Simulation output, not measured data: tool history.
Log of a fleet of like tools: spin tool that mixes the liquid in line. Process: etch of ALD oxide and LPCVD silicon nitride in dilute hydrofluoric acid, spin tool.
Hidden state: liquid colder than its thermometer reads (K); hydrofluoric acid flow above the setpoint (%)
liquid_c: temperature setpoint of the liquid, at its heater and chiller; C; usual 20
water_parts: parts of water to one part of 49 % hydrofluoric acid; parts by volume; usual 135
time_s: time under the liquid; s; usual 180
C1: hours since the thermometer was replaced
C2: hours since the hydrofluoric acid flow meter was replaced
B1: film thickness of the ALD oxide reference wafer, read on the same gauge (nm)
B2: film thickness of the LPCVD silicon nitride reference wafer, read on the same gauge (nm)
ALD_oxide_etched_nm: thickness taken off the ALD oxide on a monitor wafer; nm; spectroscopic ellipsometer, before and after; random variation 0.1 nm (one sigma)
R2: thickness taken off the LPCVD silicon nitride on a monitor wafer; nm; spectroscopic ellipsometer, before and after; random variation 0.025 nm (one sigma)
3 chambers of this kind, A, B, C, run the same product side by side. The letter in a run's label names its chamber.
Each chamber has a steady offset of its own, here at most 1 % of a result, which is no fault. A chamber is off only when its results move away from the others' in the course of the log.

Run 1B, hour 10.6: usual settings; C1 705; C2 1238.9; B1 99.976; B2 60.008. Result: ALD_oxide_etched_nm 14.262 nm, R2 0.56715 nm.
Run 2A, hour 20.6: usual settings; C1 1547; C2 1069.4; B1 99.987; B2 60.01. Result: ALD_oxide_etched_nm 14.363 nm, R2 0.54977 nm.
Run 3C, hour 33.7: usual settings; C1 774.1; C2 371.6; B1 100.01; B2 59.985. Result: ALD_oxide_etched_nm 14.252 nm, R2 0.55436 nm.
Run 4B, hour 47: usual settings; C1 741.4; C2 1275.3; B1 99.996; B2 60.003. Result: ALD_oxide_etched_nm 14.342 nm, R2 0.55091 nm.
At hour 56: chamber B: hydrofluoric acid flow meter replaced.
Run 5C, hour 60.9: usual settings; C1 801.3; C2 398.8; B1 100.04; B2 59.999. Result: ALD_oxide_etched_nm 14.355 nm, R2 0.55803 nm.
Run 6A, hour 71.4: usual settings; C1 1597.8; C2 1120.2; B1 99.989; B2 59.99. Result: ALD_oxide_etched_nm 14.338 nm, R2 0.54773 nm.
Run 7B, hour 82.2: usual settings; C1 776.6; C2 26.2; B1 100.01; B2 59.972. Result: ALD_oxide_etched_nm 14.361 nm, R2 0.56514 nm.
Run 8C, hour 96.1: usual settings; C1 836.5; C2 434; B1 100.01; B2 60.027. Result: ALD_oxide_etched_nm 14.187 nm, R2 0.56866 nm.
Run 9A, hour 104.4: usual settings; C1 1630.8; C2 1153.2; B1 99.965; B2 60.003. Result: ALD_oxide_etched_nm 14.258 nm, R2 0.5666 nm.
Run 10C, hour 115.2: usual settings; C1 855.6; C2 453.1; B1 99.988; B2 60. Result: ALD_oxide_etched_nm 14.471 nm, R2 0.59166 nm.
Run 11B, hour 130.3: usual settings; C1 824.7; C2 74.3; B1 99.994; B2 60.013. Result: ALD_oxide_etched_nm 14.234 nm, R2 0.51901 nm.
Run 12A, hour 143.7: usual settings; C1 1670.1; C2 1192.5; B1 99.999; B2 59.995. Result: ALD_oxide_etched_nm 14.291 nm, R2 0.59637 nm.
Run 13B, hour 158.6: usual settings; C1 853; C2 102.6; B1 99.978; B2 60.023. Result: ALD_oxide_etched_nm 14.276 nm, R2 0.5675 nm.
Run 14A, hour 171.5: usual settings; C1 1697.9; C2 1220.3; B1 99.996; B2 60.025. Result: ALD_oxide_etched_nm 14.354 nm, R2 0.58381 nm.
Run 15C, hour 179.2: usual settings; C1 919.6; C2 517.1; B1 99.973; B2 59.989. Result: ALD_oxide_etched_nm 14.432 nm, R2 0.54783 nm.
Run 16B, hour 188.5: usual settings; C1 882.9; C2 132.5; B1 100.02; B2 59.987. Result: ALD_oxide_etched_nm 14.45 nm, R2 0.56068 nm.
Run 17A, hour 195.5: usual settings; C1 1721.9; C2 1244.3; B1 99.994; B2 59.964. Result: ALD_oxide_etched_nm 14.413 nm, R2 0.55497 nm.
Run 18C, hour 207.8: usual settings; C1 948.2; C2 545.7; B1 99.981; B2 60.015. Result: ALD_oxide_etched_nm 14.2 nm, R2 0.52702 nm.
Run 19C, hour 221.9: usual settings but liquid_c 22.5 C; C1 962.3; C2 559.8; B1 99.988; B2 60.004. Result: ALD_oxide_etched_nm 15.684 nm, R2 0.64599 nm.
At hour 233.7: chamber B: thermometer replaced.
Run 20A, hour 235.1: usual settings but liquid_c 22.5 C; C1 1761.5; C2 1283.9; B1 100.01; B2 59.994. Result: ALD_oxide_etched_nm 15.765 nm, R2 0.69049 nm.
Run 21B, hour 242.2: usual settings but liquid_c 22.5 C; C1 8.6; C2 186.2; B1 100.02; B2 60.001. Result: ALD_oxide_etched_nm 16.012 nm, R2 0.68198 nm.
Run 22C, hour 250: usual settings; C1 990.4; C2 587.9; B1 99.985; B2 60.021. Result: ALD_oxide_etched_nm 14.379 nm, R2 0.5692 nm.
Run 23A, hour 265.3: usual settings; C1 1791.7; C2 1314.1; B1 99.997; B2 60.004. Result: ALD_oxide_etched_nm 14.296 nm, R2 0.56903 nm.
Run 24B, hour 273.9: usual settings; C1 40.3; C2 217.9; B1 99.997; B2 59.999. Result: ALD_oxide_etched_nm 14.427 nm, R2 0.56554 nm.
Run 25C, hour 281.4: usual settings; C1 1021.8; C2 619.3; B1 100.02; B2 59.992. Result: ALD_oxide_etched_nm 14.317 nm, R2 0.58787 nm.
Run 26A, hour 293.5: usual settings; C1 1819.9; C2 1342.3; B1 99.965; B2 60.009. Result: ALD_oxide_etched_nm 14.306 nm, R2 0.55127 nm.
Run 27B, hour 307: usual settings; C1 73.4; C2 251; B1 100.01; B2 60.023. Result: ALD_oxide_etched_nm 14.538 nm, R2 0.55358 nm.
Run 28C, hour 317.5: usual settings; C1 1057.9; C2 655.4; B1 99.989; B2 60.003. Result: ALD_oxide_etched_nm 14.507 nm, R2 0.54671 nm.
Run 29A, hour 329.5: usual settings; C1 1855.9; C2 1378.3; B1 100.01; B2 59.987. Result: ALD_oxide_etched_nm 14.318 nm, R2 0.55302 nm.
Run 30B, hour 343: usual settings but time_s 130 s; C1 109.4; C2 287; B1 99.961; B2 59.985. Result: ALD_oxide_etched_nm 10.361 nm, R2 0.40876 nm.
Run 31C, hour 355.2: usual settings but time_s 130 s; C1 1095.6; C2 693.1; B1 100.02; B2 60.01. Result: ALD_oxide_etched_nm 10.696 nm, R2 0.4251 nm.
Run 32A, hour 366.1: usual settings but time_s 130 s; C1 1892.5; C2 1414.9; B1 100.01; B2 60.018. Result: ALD_oxide_etched_nm 10.312 nm, R2 0.39998 nm.
Run 33B, hour 375.8: usual settings; C1 142.2; C2 319.8; B1 100.02; B2 59.994. Result: ALD_oxide_etched_nm 14.515 nm, R2 0.54877 nm.
Run 34A, hour 384.3: usual settings but liquid_c 17 C, time_s 140 s; C1 1910.7; C2 1433.1; B1 100.01; B2 59.995. Result: ALD_oxide_etched_nm 9.8565 nm, R2 0.3749 nm.
Run 35C, hour 397.2: usual settings but liquid_c 17 C, time_s 140 s; C1 1137.6; C2 735.1; B1 99.998; B2 60.005. Result: ALD_oxide_etched_nm 10.006 nm, R2 0.36216 nm.
Run 36B, hour 407.3: usual settings but liquid_c 17 C, time_s 140 s; C1 173.7; C2 351.3; B1 100; B2 60.023. Result: ALD_oxide_etched_nm 9.8542 nm, R2 0.34017 nm.
Run 37C, hour 415.8: usual settings but water_parts 155 parts by volume, time_s 120 s; C1 1156.2; C2 753.7; B1 99.979; B2 59.993. Result: ALD_oxide_etched_nm 8.3773 nm, R2 0.31711 nm.
Run 38B, hour 423.2: usual settings but water_parts 155 parts by volume, time_s 120 s; C1 189.6; C2 367.2; B1 99.967; B2 60.012. Result: ALD_oxide_etched_nm 8.287 nm, R2 0.3191 nm.
Run 39A, hour 435.3: usual settings but water_parts 155 parts by volume, time_s 120 s; C1 1961.7; C2 1484.1; B1 99.996; B2 59.999. Result: ALD_oxide_etched_nm 8.1993 nm, R2 0.34415 nm.
Run 40C, hour 450.4: usual settings; C1 1190.8; C2 788.3; B1 100.01; B2 60.005. Result: ALD_oxide_etched_nm 14.866 nm, R2 0.58531 nm.
Run 41A, hour 464.7: usual settings but liquid_c 23 C; C1 1991.1; C2 1513.5; B1 99.994; B2 59.994. Result: ALD_oxide_etched_nm 16.047 nm, R2 0.70641 nm.
Run 42B, hour 479.5: usual settings but liquid_c 23 C; C1 245.9; C2 423.5; B1 100.01; B2 59.986. Result: ALD_oxide_etched_nm 16.245 nm, R2 0.68071 nm.
Run 43C, hour 491.4: usual settings but liquid_c 23 C; C1 1231.8; C2 829.3; B1 99.999; B2 59.995. Result: ALD_oxide_etched_nm 16.757 nm, R2 0.72831 nm.

Next, every chamber runs the same settings. What will each give?
Run 44A, hour 502.4: usual settings but liquid_c 17 C. Result: ALD_oxide_etched_nm ?, R2 ?.
Run 44B, hour 502.4: usual settings but liquid_c 17 C. Result: ALD_oxide_etched_nm ?, R2 ?.
Run 44C, hour 502.4: usual settings but liquid_c 17 C. Result: ALD_oxide_etched_nm ?, R2 ?.

run  ALD_oxide_etched_nm       R2
44A               12.605  0.44994
44B               12.669  0.48316
44C               13.344  0.47837

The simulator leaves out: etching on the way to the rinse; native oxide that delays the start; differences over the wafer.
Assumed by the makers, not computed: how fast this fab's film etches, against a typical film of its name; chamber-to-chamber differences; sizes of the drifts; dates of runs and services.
